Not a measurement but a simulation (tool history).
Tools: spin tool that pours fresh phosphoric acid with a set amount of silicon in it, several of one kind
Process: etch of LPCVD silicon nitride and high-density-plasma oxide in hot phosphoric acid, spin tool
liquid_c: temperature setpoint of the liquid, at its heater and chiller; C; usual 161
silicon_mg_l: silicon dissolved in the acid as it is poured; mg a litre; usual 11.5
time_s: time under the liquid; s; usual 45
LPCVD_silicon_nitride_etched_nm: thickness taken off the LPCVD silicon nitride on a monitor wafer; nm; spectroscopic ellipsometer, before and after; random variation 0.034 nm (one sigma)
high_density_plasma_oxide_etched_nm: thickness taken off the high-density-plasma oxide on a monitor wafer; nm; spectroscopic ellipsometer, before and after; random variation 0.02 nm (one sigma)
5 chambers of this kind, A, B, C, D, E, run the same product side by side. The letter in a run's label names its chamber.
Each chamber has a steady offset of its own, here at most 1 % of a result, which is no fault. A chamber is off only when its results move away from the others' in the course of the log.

run   hour  liquid_c  silicon_mg_l  time_s  hours since the thermometer was replaced  hours since the dissolved silicon flow meter was replaced  hours since the heated supply line was repaired  read-back film thickness of the LPCVD silicon nitride reference wafer, read on the same gauge (nm)  read-back film thickness of the high-density-plasma oxide reference wafer, read on the same gauge (nm)  LPCVD_silicon_nitride_etched_nm  high_density_plasma_oxide_etched_nm
 1E    6.2       161          11.5      45                                      94.8                                                     1464.9                                            340.5                                                                                              110.04                                                                                                  139.97                           4.2039                              0.23322
 2C   14.2       161          11.5      45                                      85.7                                                      850.5                                            652.1                                                                                              110.00                                                                                                  140.01                           4.2162                              0.20950
 3A   21.1       161          11.5      45                                     271.0                                                      867.1                                            888.1                                                                                              110.01                                                                                                  140.01                           4.1860                              0.22702
 4B   29.7       161          11.5      45                                     743.3                                                      227.1                                            143.8                                                                                              109.97                                                                                                  140.02                           4.1757                              0.18635
 5D   38.0       161          11.5      45                                     533.2                                                      635.1                                            572.7                                                                                              110.02                                                                                                  139.98                           4.2401                              0.23549
 6A   48.6       161          11.5      45                                     298.5                                                      894.6                                            915.6                                                                                              110.04                                                                                                  140.00                           4.2383                              0.19363
 7B   57.4       162           5.5      45                                     771.0                                                      254.8                                            171.5                                                                                              110.01                                                                                                  139.99                           4.3232                              0.27894
 8D   65.7       162           5.5      45                                     560.9                                                      662.8                                            600.4                                                                                              110.00                                                                                                  139.96                           4.3692                              0.27382
 9C   73.2       162           5.5      45                                     144.7                                                      909.5                                            711.1                                                                                              110.03                                                                                                  140.03                           4.3851                              0.26096
10E   81.3       162           5.5      45                                     169.9                                                     1540.0                                            415.6                                                                                              110.05                                                                                                  139.99                           4.3830                              0.27362
11B   89.8       162           5.5      45                                     803.4                                                      287.2                                            203.9                                                                                              109.97                                                                                                  139.99                           4.3435                              0.25920
12E   98.9       161          11.5      45                                     187.5                                                     1557.6                                            433.2                                                                                              110.02                                                                                                  139.99                           4.2687                              0.16057
13D  107.8       161          11.5      45                                     603.0                                                      704.9                                            642.5                                                                                              109.98                                                                                                  139.97                           4.3037                              0.19734
14C  115.1       161           6.5      60                                     186.6                                                      951.4                                            753.0                                                                                              109.97                                                                                                  139.98                           5.6220                              0.23814
     118.5  -- chamber E: dissolved silicon flow meter replaced
15A  121.2       161           6.5      60                                     371.1                                                      967.2                                            988.2                                                                                              110.01                                                                                                  139.99                           5.5304                              0.27111
16D  129.8       161           6.5      60                                     625.0                                                      726.9                                            664.5                                                                                              110.01                                                                                                  140.00                           5.6178                              0.27118
17C  140.7       161           6.5      60                                     212.2                                                      977.0                                            778.6                                                                                              110.02                                                                                                  140.02                           5.6483                              0.33019
18B  151.1       161           6.5      60                                     864.7                                                      348.5                                            265.2                                                                                              109.97                                                                                                  140.00                           5.6611                              0.25949
19A  157.7       161          11.5      45                                     407.6                                                     1003.7                                           1024.7                                                                                              110.01                                                                                                  140.00                           4.1613                              0.21976
20E  166.3       161          11.5      45                                     254.9                                                       47.9                                            500.6                                                                                              110.02                                                                                                  140.00                           4.1975                              0.22420
21C  178.3       161          11.5      45                                     249.8                                                     1014.6                                            816.2                                                                                              110.01                                                                                                  140.00                           4.1788                              0.20552
22E  187.1       161          11.5      45                                     275.7                                                       68.7                                            521.4                                                                                              110.03                                                                                                  139.99                           4.2278                              0.20735
23D  194.3       161          11.5      45                                     689.5                                                      791.4                                            729.0                                                                                              110.00                                                                                                  140.01                           4.2142                              0.16587
24A  201.5       161          11.5      45                                     451.4                                                     1047.5                                           1068.5                                                                                              110.00                                                                                                  140.00                           4.2392                              0.16399
25B  207.4       160          11.5      45                                     921.0                                                      404.8                                            321.5                                                                                              110.01                                                                                                  140.01                           4.1674                              0.20425
26C  219.3       160          11.5      45                                     290.8                                                     1055.6                                            857.2                                                                                              110.04                                                                                                  139.99                           4.0512                              0.22146
27A  225.8       160          11.5      45                                     475.7                                                     1071.8                                           1092.8                                                                                              110.04                                                                                                  140.00                           4.0301                              0.17178
28D  233.7       160          11.5      45                                     728.9                                                      830.8                                            768.4                                                                                              109.95                                                                                                  140.03                           4.0919                              0.16587
29E  240.9       160          11.5      45                                     329.5                                                      122.5                                            575.2                                                                                              110.03                                                                                                  140.01                           4.0775                              0.19534
30B  251.9       163          11.5      45                                     965.5                                                      449.3                                            366.0                                                                                              109.99                                                                                                  140.00                           4.4465                              0.23719
31D  263.4       163          11.5      45                                     758.6                                                      860.5                                            798.1                                                                                              110.02                                                                                                  140.00                           4.5297                              0.24486
     263.9  -- chamber A: thermometer replaced
32E  273.7       163          11.5      45                                     362.3                                                      155.3                                            608.0                                                                                              110.02                                                                                                  139.99                           4.4877                              0.29873
33B  285.5       163          11.5      45                                     999.1                                                      482.9                                            399.6                                                                                              110.03                                                                                                  139.97                           4.4910                              0.21025
34C  292.1       163          11.5      45                                     363.6                                                     1128.4                                            930.0                                                                                              110.03                                                                                                  139.99                           4.4633                              0.26894
35A  300.9       161          11.5      45                                      37.0                                                     1146.9                                           1167.9                                                                                              109.98                                                                                                  139.98                           4.1216                              0.25170
     308.8  -- chamber A: heated supply line repaired
36B  312.5       161          11.5      45                                    1026.1                                                      509.9                                            426.6                                                                                              110.00                                                                                                  140.01                           4.2162                              0.18264
37C  322.4       161          11.5      45                                     393.9                                                     1158.7                                            960.3                                                                                              109.96                                                                                                  139.97                           4.1683                              0.20797
38E  332.1       161          11.5      45                                     420.7                                                      213.7                                            666.4                                                                                              109.97                                                                                                  140.00                           4.2430                              0.22608
39A  342.3       161          11.5      45                                      78.4                                                     1188.3                                             33.5                                                                                              109.98                                                                                                  139.99                           4.2451                              0.19681

All 5 chambers run these settings next. Forecast each chamber's results:
40A  351.1       159          11.5      45                                                                                                                                                                                                                                                                                                                                                                                                  ?                                    ?
40B  351.1       159          11.5      45                                                                                                                                                                                                                                                                                                                                                                                                  ?                                    ?
40C  351.1       159          11.5      45                                                                                                                                                                                                                                                                                                                                                                                                  ?                                    ?
40D  351.1       159          11.5      45                                                                                                                                                                                                                                                                                                                                                                                                  ?                                    ?
40E  351.1       159          11.5      45                                                                                                                                                                                                                                                                                                                                                                                                  ?                                    ?

run  LPCVD_silicon_nitride_etched_nm  high_density_plasma_oxide_etched_nm
40A                           3.9228                              0.19152
40B                           3.9537                              0.17227
40C                           3.8945                              0.16288
40D                           3.9168                              0.15807
40E                           3.9795                              0.17114

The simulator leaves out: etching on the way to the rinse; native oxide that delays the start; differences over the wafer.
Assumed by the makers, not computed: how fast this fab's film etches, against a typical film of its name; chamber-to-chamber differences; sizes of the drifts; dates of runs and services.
